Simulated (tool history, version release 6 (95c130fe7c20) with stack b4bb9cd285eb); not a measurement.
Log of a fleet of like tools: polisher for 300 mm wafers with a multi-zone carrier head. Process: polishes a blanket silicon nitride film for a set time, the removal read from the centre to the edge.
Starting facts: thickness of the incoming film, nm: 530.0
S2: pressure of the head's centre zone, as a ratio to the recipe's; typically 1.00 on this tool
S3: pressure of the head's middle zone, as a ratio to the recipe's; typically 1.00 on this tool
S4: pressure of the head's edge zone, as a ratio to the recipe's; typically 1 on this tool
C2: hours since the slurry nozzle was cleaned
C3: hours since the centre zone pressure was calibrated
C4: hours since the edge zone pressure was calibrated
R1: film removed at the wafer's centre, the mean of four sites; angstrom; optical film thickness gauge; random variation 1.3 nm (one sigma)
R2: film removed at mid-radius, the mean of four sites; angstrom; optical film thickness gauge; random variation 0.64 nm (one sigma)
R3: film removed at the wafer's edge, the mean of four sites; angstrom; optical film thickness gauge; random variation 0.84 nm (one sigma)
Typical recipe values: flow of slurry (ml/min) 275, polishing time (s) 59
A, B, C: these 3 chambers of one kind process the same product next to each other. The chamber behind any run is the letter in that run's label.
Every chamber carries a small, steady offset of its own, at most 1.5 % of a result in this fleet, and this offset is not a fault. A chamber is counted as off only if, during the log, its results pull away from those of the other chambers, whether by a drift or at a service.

{"run": "1C", "hour": 5.6, "flow of slurry (ml/min)": 275, "S2": 1.0, "S3": 1.0, "S4": 1, "polishing time (s)": 59, "wafers polished on this pad": 534, "C2": 187.4, "C3": 534.0, "C4": 333.9, "R1": 1033.7, "R2": 1010.5, "R3": 1019.6}
{"run": "2B", "hour": 13.7, "flow of slurry (ml/min)": 275, "S2": 1.0, "S3": 1.0, "S4": 1, "polishing time (s)": 59, "wafers polished on this pad": 220, "C2": 46.5, "C3": 188.7, "C4": 258.1, "R1": 1006.9, "R2": 1012.6, "R3": 1002.9}
{"run": "3A", "hour": 21.2, "flow of slurry (ml/min)": 275, "S2": 1.0, "S3": 1.0, "S4": 1, "polishing time (s)": 59, "wafers polished on this pad": 1095, "C2": 220.9, "C3": 526.7, "C4": 98.2, "R1": 1045.0, "R2": 1022.1, "R3": 1016.6}
{"hour": 25.4, "done": "chamber A: worn pad replaced by a new one"}
{"hour": 25.4, "done": "chamber A: centre zone pressure recalibrated"}
{"hour": 27.7, "done": "chamber C: worn pad replaced by a new one"}
{"run": "4A", "hour": 32.1, "flow of slurry (ml/min)": 275, "S2": 1.0, "S3": 1.0, "S4": 1, "polishing time (s)": 59, "wafers polished on this pad": 76, "C2": 231.8, "C3": 6.7, "C4": 109.1, "R1": 1006.3, "R2": 1016.0, "R3": 1019.7}
{"run": "5C", "hour": 40.2, "flow of slurry (ml/min)": 275, "S2": 1.0, "S3": 1.0, "S4": 1, "polishing time (s)": 59, "wafers polished on this pad": 141, "C2": 222.0, "C3": 568.6, "C4": 368.5, "R1": 998.4, "R2": 1003.3, "R3": 1013.0}
{"run": "6B", "hour": 49.2, "flow of slurry (ml/min)": 275, "S2": 1.0, "S3": 1.0, "S4": 1, "polishing time (s)": 59, "wafers polished on this pad": 621, "C2": 82.0, "C3": 224.2, "C4": 293.6, "R1": 1025.2, "R2": 1020.8, "R3": 1011.5}
{"run": "7C", "hour": 59.8, "flow of slurry (ml/min)": 275, "S2": 1.0, "S3": 1.0, "S4": 1, "polishing time (s)": 59, "wafers polished on this pad": 362, "C2": 241.6, "C3": 588.2, "C4": 388.1, "R1": 1021.1, "R2": 1015.7, "R3": 1024.9}
{"run": "8B", "hour": 67.4, "flow of slurry (ml/min)": 275, "S2": 1.0, "S3": 1.0, "S4": 1, "polishing time (s)": 59, "wafers polished on this pad": 826, "C2": 100.2, "C3": 242.4, "C4": 311.8, "R1": 1028.5, "R2": 1028.4, "R3": 1027.8}
{"run": "9A", "hour": 74.6, "flow of slurry (ml/min)": 345, "S2": 1.08, "S3": 1.0, "S4": 1, "polishing time (s)": 59, "wafers polished on this pad": 556, "C2": 274.3, "C3": 49.2, "C4": 151.6, "R1": 1127.1, "R2": 1037.7, "R3": 1016.7}
{"run": "10C", "hour": 84.7, "flow of slurry (ml/min)": 345, "S2": 1.08, "S3": 1.0, "S4": 1, "polishing time (s)": 59, "wafers polished on this pad": 643, "C2": 266.5, "C3": 613.1, "C4": 413.0, "R1": 1125.8, "R2": 1027.5, "R3": 1031.9}
{"run": "11A", "hour": 92.3, "flow of slurry (ml/min)": 345, "S2": 1.08, "S3": 1.0, "S4": 1, "polishing time (s)": 59, "wafers polished on this pad": 755, "C2": 292.0, "C3": 66.9, "C4": 169.3, "R1": 1135.7, "R2": 1054.5, "R3": 1021.1}
{"hour": 97.8, "done": "chamber C: worn pad replaced by a new one"}
{"run": "12B", "hour": 100.3, "flow of slurry (ml/min)": 275, "S2": 1.0, "S3": 1.0, "S4": 1, "polishing time (s)": 50, "wafers polished on this pad": 1197, "C2": 133.1, "C3": 275.3, "C4": 344.7, "R1": 867.23, "R2": 854.35, "R3": 868.88}
{"hour": 103.9, "done": "chamber B: worn pad replaced by a new one"}
{"run": "13C", "hour": 108.8, "flow of slurry (ml/min)": 275, "S2": 1.0, "S3": 1.0, "S4": 1, "polishing time (s)": 50, "wafers polished on this pad": 124, "C2": 290.6, "C3": 637.2, "C4": 437.1, "R1": 856.24, "R2": 849.05, "R3": 867.5}
{"run": "14B", "hour": 119.1, "flow of slurry (ml/min)": 275, "S2": 1.0, "S3": 1.0, "S4": 1, "polishing time (s)": 50, "wafers polished on this pad": 172, "C2": 151.9, "C3": 294.1, "C4": 363.5, "R1": 890.05, "R2": 853.79, "R3": 853.57}
{"run": "15A", "hour": 125.0, "flow of slurry (ml/min)": 275, "S2": 1.0, "S3": 1.0, "S4": 1, "polishing time (s)": 59, "wafers polished on this pad": 1124, "C2": 324.7, "C3": 99.6, "C4": 202.0, "R1": 1011.4, "R2": 1028.2, "R3": 1002.8}
{"hour": 126.9, "done": "chamber A: worn pad replaced by a new one"}
{"run": "16B", "hour": 133.9, "flow of slurry (ml/min)": 275, "S2": 1.08, "S3": 1.0, "S4": 1, "polishing time (s)": 59, "wafers polished on this pad": 339, "C2": 166.7, "C3": 308.9, "C4": 378.3, "R1": 1084.6, "R2": 1018.1, "R3": 1018.0}
{"run": "17A", "hour": 142.6, "flow of slurry (ml/min)": 275, "S2": 1.08, "S3": 1.0, "S4": 1, "polishing time (s)": 59, "wafers polished on this pad": 177, "C2": 342.3, "C3": 117.2, "C4": 219.6, "R1": 1113.2, "R2": 1030.4, "R3": 1007.7}
{"run": "18C", "hour": 150.7, "flow of slurry (ml/min)": 275, "S2": 1.08, "S3": 1.0, "S4": 1, "polishing time (s)": 59, "wafers polished on this pad": 597, "C2": 332.5, "C3": 679.1, "C4": 479.0, "R1": 1115.2, "R2": 1000.9, "R3": 1030.9}
{"hour": 160.7, "done": "chamber C: worn pad replaced by a new one"}
{"run": "19B", "hour": 160.7, "flow of slurry (ml/min)": 275, "S2": 1.0, "S3": 0.92, "S4": 1, "polishing time (s)": 59, "wafers polished on this pad": 641, "C2": 193.5, "C3": 335.7, "C4": 405.1, "R1": 983.48, "R2": 941.86, "R3": 1025.3}
{"run": "20A", "hour": 166.3, "flow of slurry (ml/min)": 275, "S2": 1.0, "S3": 0.92, "S4": 1, "polishing time (s)": 59, "wafers polished on this pad": 445, "C2": 366.0, "C3": 140.9, "C4": 243.3, "R1": 1044.6, "R2": 950.8, "R3": 1016.0}
{"run": "21C", "hour": 172.4, "flow of slurry (ml/min)": 275, "S2": 1.0, "S3": 0.92, "S4": 1, "polishing time (s)": 59, "wafers polished on this pad": 132, "C2": 354.2, "C3": 700.8, "C4": 500.7, "R1": 979.04, "R2": 939.61, "R3": 1024.7}
{"run": "22B", "hour": 181.0, "flow of slurry (ml/min)": 275, "S2": 1.0, "S3": 1.0, "S4": 1, "polishing time (s)": 59, "wafers polished on this pad": 870, "C2": 213.8, "C3": 356.0, "C4": 425.4, "R1": 992.98, "R2": 1018.7, "R3": 1017.6}
{"run": "23A", "hour": 187.3, "flow of slurry (ml/min)": 275, "S2": 1.0, "S3": 1.0, "S4": 1, "polishing time (s)": 59, "wafers polished on this pad": 682, "C2": 387.0, "C3": 161.9, "C4": 264.3, "R1": 1002.1, "R2": 1026.6, "R3": 1006.9}
{"hour": 192.8, "done": "chamber A: slurry nozzle cleaned"}
{"run": "24C", "hour": 194.1, "flow of slurry (ml/min)": 275, "S2": 1.0, "S3": 1.0, "S4": 1, "polishing time (s)": 59, "wafers polished on this pad": 377, "C2": 375.9, "C3": 722.5, "C4": 522.4, "R1": 994.67, "R2": 992.93, "R3": 1021.6}
{"hour": 195.5, "done": "chamber A: edge zone pressure recalibrated"}
{"run": "25A", "hour": 199.6, "flow of slurry (ml/min)": 275, "S2": 1.0, "S3": 1.0, "S4": 1, "polishing time (s)": 59, "wafers polished on this pad": 820, "C2": 6.9, "C3": 174.2, "C4": 4.1, "R1": 1035.2, "R2": 1024.8, "R3": 1010.7}
{"run": "26B", "hour": 207.5, "flow of slurry (ml/min)": 275, "S2": 1.0, "S3": 1.0, "S4": 1, "polishing time (s)": 59, "wafers polished on this pad": 1169, "C2": 240.3, "C3": 382.5, "C4": 451.9, "R1": 997.71, "R2": 1013.2, "R3": 1010.0}
{"run": "27C", "hour": 213.1, "flow of slurry (ml/min)": 275, "S2": 1.0, "S3": 1.0, "S4": 1, "polishing time (s)": 59, "wafers polished on this pad": 591, "C2": 394.9, "C3": 741.5, "C4": 541.4, "R1": 999.56, "R2": 997.32, "R3": 1037.0}
{"hour": 221.3, "done": "chamber A: worn pad replaced by a new one"}
{"run": "28A", "hour": 223.0, "flow of slurry (ml/min)": 275, "S2": 1.0, "S3": 1.0, "S4": 1, "polishing time (s)": 59, "wafers polished on this pad": 20, "C2": 30.3, "C3": 197.6, "C4": 27.5, "R1": 1039.0, "R2": 1039.5, "R3": 1004.0}
{"hour": 227.1, "done": "chamber B: worn pad replaced by a new one"}
{"run": "29C", "hour": 228.8, "flow of slurry (ml/min)": 275, "S2": 1.0, "S3": 1.0, "S4": 1, "polishing time (s)": 59, "wafers polished on this pad": 769, "C2": 410.6, "C3": 757.2, "C4": 557.1, "R1": 1028.7, "R2": 997.91, "R3": 1035.5}
{"hour": 233.5, "done": "chamber C: worn pad replaced by a new one"}
{"run": "30B", "hour": 239.2, "flow of slurry (ml/min)": 275, "S2": 1.0, "S3": 1.0, "S4": 1, "polishing time (s)": 59, "wafers polished on this pad": 137, "C2": 272.0, "C3": 414.2, "C4": 483.6, "R1": 1039.4, "R2": 1011.5, "R3": 1010.3}
{"run": "31B", "hour": 250.2, "flow of slurry (ml/min)": 275, "S2": 1.0, "S3": 1.0, "S4": 1, "polishing time (s)": 59, "wafers polished on this pad": 261, "C2": 283.0, "C3": 425.2, "C4": 494.6, "R1": 1017.8, "R2": 1018.6, "R3": 1019.7}
{"run": "32C", "hour": 260.9, "flow of slurry (ml/min)": 275, "S2": 1.0, "S3": 1.0, "S4": 1, "polishing time (s)": 45, "wafers polished on this pad": 310, "C2": 442.7, "C3": 789.3, "C4": 589.2, "R1": 762.57, "R2": 767.54, "R3": 782.67}

Next, every chamber runs the same settings. What will each give?
{"run": "33A", "hour": 269.0, "flow of slurry (ml/min)": 275, "S2": 1.0, "S3": 1.0, "S4": 1, "polishing time (s)": 59, "R1": "?", "R2": "?", "R3": "?"}
{"run": "33B", "hour": 269.0, "flow of slurry (ml/min)": 275, "S2": 1.0, "S3": 1.0, "S4": 1, "polishing time (s)": 59, "R1": "?", "R2": "?", "R3": "?"}
{"run": "33C", "hour": 269.0, "flow of slurry (ml/min)": 275, "S2": 1.0, "S3": 1.0, "S4": 1, "polishing time (s)": 59, "R1": "?", "R2": "?", "R3": "?"}

run=33A R1=1020.60 R2=1034.20 R3=1016.00
run=33B R1=1035.60 R2=1007.00 R3=1014.00
run=33C R1=1006.10 R2=994.53 R3=1014.60
